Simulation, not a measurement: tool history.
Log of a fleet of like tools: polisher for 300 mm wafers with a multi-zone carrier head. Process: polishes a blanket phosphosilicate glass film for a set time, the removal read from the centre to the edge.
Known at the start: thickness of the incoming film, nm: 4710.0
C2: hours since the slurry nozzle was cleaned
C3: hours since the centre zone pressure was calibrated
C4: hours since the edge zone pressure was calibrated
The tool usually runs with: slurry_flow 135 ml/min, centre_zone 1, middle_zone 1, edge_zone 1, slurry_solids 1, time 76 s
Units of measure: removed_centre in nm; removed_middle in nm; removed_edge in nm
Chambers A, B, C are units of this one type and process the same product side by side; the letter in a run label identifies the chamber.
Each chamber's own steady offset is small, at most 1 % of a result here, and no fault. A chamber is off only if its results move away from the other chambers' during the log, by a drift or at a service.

run 1C hour=5.7 | slurry_flow=135 centre_zone=1 middle_zone=1 edge_zone=1 slurry_solids=1 time=76 | wafers_polished_on_this_pad=289 C2=216 C3=322.3 C4=498 | removed_centre=595.62 removed_middle=594.4 removed_edge=603.17
run 2B hour=13.1 | slurry_flow=135 centre_zone=1 middle_zone=1 edge_zone=1 slurry_solids=1 time=76 | wafers_polished_on_this_pad=571 C2=36.3 C3=16.9 C4=142 | removed_centre=605.65 removed_middle=591.2 removed_edge=584.9
run 3A hour=19.8 | slurry_flow=135 centre_zone=1 middle_zone=1 edge_zone=1 slurry_solids=1 time=76 | wafers_polished_on_this_pad=1251 C2=380.9 C3=58.6 C4=842.8 | removed_centre=580.48 removed_middle=592.32 removed_edge=605.18
run 4C hour=24.5 | slurry_flow=135 centre_zone=1 middle_zone=1 edge_zone=1 slurry_solids=1 time=76 | wafers_polished_on_this_pad=435 C2=234.8 C3=341.1 C4=516.8 | removed_centre=572.3 removed_middle=591.56 removed_edge=592.52
run 5A hour=30.4 | slurry_flow=135 centre_zone=1 middle_zone=1 edge_zone=1 slurry_solids=1 time=76 | wafers_polished_on_this_pad=1333 C2=391.5 C3=69.2 C4=853.4 | removed_centre=581.35 removed_middle=587.65 removed_edge=587.32
run 6B hour=35.9 | slurry_flow=135 centre_zone=1 middle_zone=1 edge_zone=1.1 slurry_solids=1.15 time=76 | wafers_polished_on_this_pad=748 C2=59.1 C3=39.7 C4=164.8 | removed_centre=623.23 removed_middle=627.71 removed_edge=658.03
run 7A hour=43.4 | slurry_flow=135 centre_zone=1 middle_zone=1 edge_zone=1.1 slurry_solids=1.15 time=76 | wafers_polished_on_this_pad=1434 C2=404.5 C3=82.2 C4=866.4 | removed_centre=623.5 removed_middle=628.63 removed_edge=655.57
-- hour=48.3 chamber A: worn pad replaced by a new one
run 8C hour=51.3 | slurry_flow=135 centre_zone=1 middle_zone=1 edge_zone=1.1 slurry_solids=1.15 time=76 | wafers_polished_on_this_pad=643 C2=261.6 C3=367.9 C4=543.6 | removed_centre=628.17 removed_middle=622.83 removed_edge=667.1
-- hour=52.4 chamber B: worn pad replaced by a new one
run 9B hour=57.3 | slurry_flow=110 centre_zone=1 middle_zone=1 edge_zone=1 slurry_solids=1 time=76 | wafers_polished_on_this_pad=38 C2=80.5 C3=61.1 C4=186.2 | removed_centre=559.74 removed_middle=563.07 removed_edge=570.13
-- hour=58.8 chamber C: slurry nozzle cleaned
run 10A hour=65.2 | slurry_flow=110 centre_zone=1 middle_zone=1 edge_zone=1 slurry_solids=1 time=76 | wafers_polished_on_this_pad=131 C2=426.3 C3=104 C4=888.2 | removed_centre=560.69 removed_middle=560.74 removed_edge=570.14
run 11B hour=71.2 | slurry_flow=110 centre_zone=1 middle_zone=1 edge_zone=1 slurry_solids=1 time=76 | wafers_polished_on_this_pad=146 C2=94.4 C3=75 C4=200.1 | removed_centre=551.16 removed_middle=568.21 removed_edge=569.66
run 12C hour=75.4 | slurry_flow=135 centre_zone=1 middle_zone=1 edge_zone=1 slurry_solids=1 time=76 | wafers_polished_on_this_pad=830 C2=16.6 C3=392 C4=567.7 | removed_centre=595.82 removed_middle=587.62 removed_edge=586.98
run 13C hour=80.1 | slurry_flow=135 centre_zone=1 middle_zone=1 edge_zone=1 slurry_solids=1 time=76 | wafers_polished_on_this_pad=866 C2=21.3 C3=396.7 C4=572.4 | removed_centre=594.71 removed_middle=590.07 removed_edge=598.08
run 14A hour=85.9 | slurry_flow=135 centre_zone=1 middle_zone=1 edge_zone=1 slurry_solids=1 time=76 | wafers_polished_on_this_pad=291 C2=447 C3=124.7 C4=908.9 | removed_centre=591.31 removed_middle=590.22 removed_edge=587.03
run 15B hour=92.4 | slurry_flow=135 centre_zone=1 middle_zone=1 edge_zone=1 slurry_solids=1 time=76 | wafers_polished_on_this_pad=310 C2=115.6 C3=96.2 C4=221.3 | removed_centre=588.88 removed_middle=591.51 removed_edge=588.85
run 16C hour=97.5 | slurry_flow=135 centre_zone=1 middle_zone=1 edge_zone=1 slurry_solids=1 time=76 | wafers_polished_on_this_pad=1001 C2=38.7 C3=414.1 C4=589.8 | removed_centre=584.88 removed_middle=596.82 removed_edge=594.79
run 17B hour=104.2 | slurry_flow=135 centre_zone=1 middle_zone=1 edge_zone=0.92 slurry_solids=1 time=76 | wafers_polished_on_this_pad=402 C2=127.4 C3=108 C4=233.1 | removed_centre=592.87 removed_middle=595.12 removed_edge=569.34
run 18A hour=111.1 | slurry_flow=135 centre_zone=1 middle_zone=1 edge_zone=0.92 slurry_solids=1 time=76 | wafers_polished_on_this_pad=487 C2=472.2 C3=149.9 C4=934.1 | removed_centre=586.09 removed_middle=591.83 removed_edge=546.1
-- hour=113.1 chamber C: worn pad replaced by a new one
run 19C hour=114.8 | slurry_flow=135 centre_zone=1 middle_zone=1 edge_zone=0.92 slurry_solids=1 time=76 | wafers_polished_on_this_pad=13 C2=56 C3=431.4 C4=607.1 | removed_centre=586.84 removed_middle=590.3 removed_edge=564.14
-- hour=118.9 chamber A: edge zone pressure recalibrated
run 20B hour=119 | slurry_flow=135 centre_zone=1 middle_zone=1 edge_zone=1 slurry_solids=1 time=76 | wafers_polished_on_this_pad=517 C2=142.2 C3=122.8 C4=247.9 | removed_centre=584.67 removed_middle=583.85 removed_edge=592.19
run 21A hour=124.1 | slurry_flow=135 centre_zone=1.08 middle_zone=1 edge_zone=1 slurry_solids=1 time=76 | wafers_polished_on_this_pad=587 C2=485.2 C3=162.9 C4=5.2 | removed_centre=642.09 removed_middle=596.86 removed_edge=588.87
run 22A hour=128.8 | slurry_flow=135 centre_zone=1.08 middle_zone=1 edge_zone=1 slurry_solids=1 time=76 | wafers_polished_on_this_pad=624 C2=489.9 C3=167.6 C4=9.9 | removed_centre=644.07 removed_middle=596.11 removed_edge=585.83
run 23C hour=134.3 | slurry_flow=135 centre_zone=1.08 middle_zone=1 edge_zone=1 slurry_solids=1 time=76 | wafers_polished_on_this_pad=165 C2=75.5 C3=450.9 C4=626.6 | removed_centre=631.86 removed_middle=573.56 removed_edge=598.33
run 24B hour=139.5 | slurry_flow=135 centre_zone=1 middle_zone=1 edge_zone=1 slurry_solids=1 time=76 | wafers_polished_on_this_pad=676 C2=162.7 C3=143.3 C4=268.4 | removed_centre=588.9 removed_middle=582.4 removed_edge=589.08
-- hour=142.2 chamber C: edge zone pressure recalibrated
run 25C hour=146.3 | slurry_flow=135 centre_zone=1 middle_zone=1 edge_zone=1 slurry_solids=1 time=76 | wafers_polished_on_this_pad=258 C2=87.5 C3=462.9 C4=4.2 | removed_centre=587.19 removed_middle=590.85 removed_edge=587.34
-- hour=149.8 chamber B: worn pad replaced by a new one
run 26A hour=153 | slurry_flow=135 centre_zone=1 middle_zone=1 edge_zone=1 slurry_solids=1 time=76 | wafers_polished_on_this_pad=812 C2=514.1 C3=191.8 C4=34.1 | removed_centre=586.45 removed_middle=585.58 removed_edge=578.8
run 27B hour=158.1 | slurry_flow=135 centre_zone=1 middle_zone=1 edge_zone=1 slurry_solids=1 time=76 | wafers_polished_on_this_pad=64 C2=181.3 C3=161.9 C4=287 | removed_centre=592.1 removed_middle=584.47 removed_edge=591.67
run 28B hour=165.3 | slurry_flow=135 centre_zone=1 middle_zone=1 edge_zone=1 slurry_solids=1 time=76 | wafers_polished_on_this_pad=120 C2=188.5 C3=169.1 C4=294.2 | removed_centre=578.13 removed_middle=586.53 removed_edge=578.61
run 29C hour=168.7 | slurry_flow=135 centre_zone=1 middle_zone=1 edge_zone=1 slurry_solids=0.85 time=85 | wafers_polished_on_this_pad=431 C2=109.9 C3=485.3 C4=26.6 | removed_centre=592.36 removed_middle=605.41 removed_edge=607.44
run 30A hour=172.6 | slurry_flow=135 centre_zone=1 middle_zone=1 edge_zone=1 slurry_solids=0.85 time=85 | wafers_polished_on_this_pad=964 C2=533.7 C3=211.4 C4=53.7 | removed_centre=601.06 removed_middle=604.19 removed_edge=597.15
run 31C hour=177.3 | slurry_flow=135 centre_zone=1 middle_zone=1 edge_zone=1 slurry_solids=0.85 time=85 | wafers_polished_on_this_pad=498 C2=118.5 C3=493.9 C4=35.2 | removed_centre=602.88 removed_middle=608.87 removed_edge=616.13
run 32A hour=183.2 | slurry_flow=135 centre_zone=1 middle_zone=1 edge_zone=1 slurry_solids=1 time=76 | wafers_polished_on_this_pad=1046 C2=544.3 C3=222 C4=64.3 | removed_centre=579.18 removed_middle=592.39 removed_edge=579.65
run 33B hour=189.5 | slurry_flow=135 centre_zone=1 middle_zone=1 edge_zone=1 slurry_solids=1 time=76 | wafers_polished_on_this_pad=308 C2=212.7 C3=193.3 C4=318.4 | removed_centre=586.56 removed_middle=581.35 removed_edge=581
run 34B hour=195.9 | slurry_flow=135 centre_zone=1 middle_zone=1 edge_zone=1 slurry_solids=1 time=76 | wafers_polished_on_this_pad=357 C2=219.1 C3=199.7 C4=324.8 | removed_centre=587.22 removed_middle=585.67 removed_edge=578.72
-- hour=198.3 chamber B: slurry nozzle cleaned
run 35A hour=199.8 | slurry_flow=135 centre_zone=1 middle_zone=1 edge_zone=1 slurry_solids=1 time=76 | wafers_polished_on_this_pad=1175 C2=560.9 C3=238.6 C4=80.9 | removed_centre=590.24 removed_middle=588.33 removed_edge=591.19
run 36C hour=205.4 | slurry_flow=135 centre_zone=1 middle_zone=1 edge_zone=1 slurry_solids=1 time=76 | wafers_polished_on_this_pad=716 C2=146.6 C3=522 C4=63.3 | removed_centre=596.61 removed_middle=594.82 removed_edge=592.01
run 37C hour=210.2 | slurry_flow=135 centre_zone=1 middle_zone=1 edge_zone=1 slurry_solids=1 time=76 | wafers_polished_on_this_pad=753 C2=151.4 C3=526.8 C4=68.1 | removed_centre=587.37 removed_middle=587.24 removed_edge=584.71
run 38A hour=214.5 | slurry_flow=135 centre_zone=1 middle_zone=1 edge_zone=1 slurry_solids=1 time=76 | wafers_polished_on_this_pad=1289 C2=575.6 C3=253.3 C4=95.6 | removed_centre=603.53 removed_middle=583.81 removed_edge=583.22
run 39B hour=219.5 | slurry_flow=135 centre_zone=1 middle_zone=1 edge_zone=1 slurry_solids=1 time=76 | wafers_polished_on_this_pad=540 C2=21.2 C3=223.3 C4=348.4 | removed_centre=589.45 removed_middle=583.44 removed_edge=585.98
-- hour=223.4 chamber A: worn pad replaced by a new one
run 40A hour=225.6 | slurry_flow=135 centre_zone=0.92 middle_zone=1 edge_zone=1 slurry_solids=1 time=76 | wafers_polished_on_this_pad=17 C2=586.7 C3=264.4 C4=106.7 | removed_centre=536.41 removed_middle=581.21 removed_edge=587.6

Which is it: a chamber that has drifted or been left off by a service, a gauge drift common to all chambers, or only each chamber's usual small offset? If a chamber is off, name it and its likeliest cause.

No chamber stands off beyond its own small offset, and the gauge holds steady.
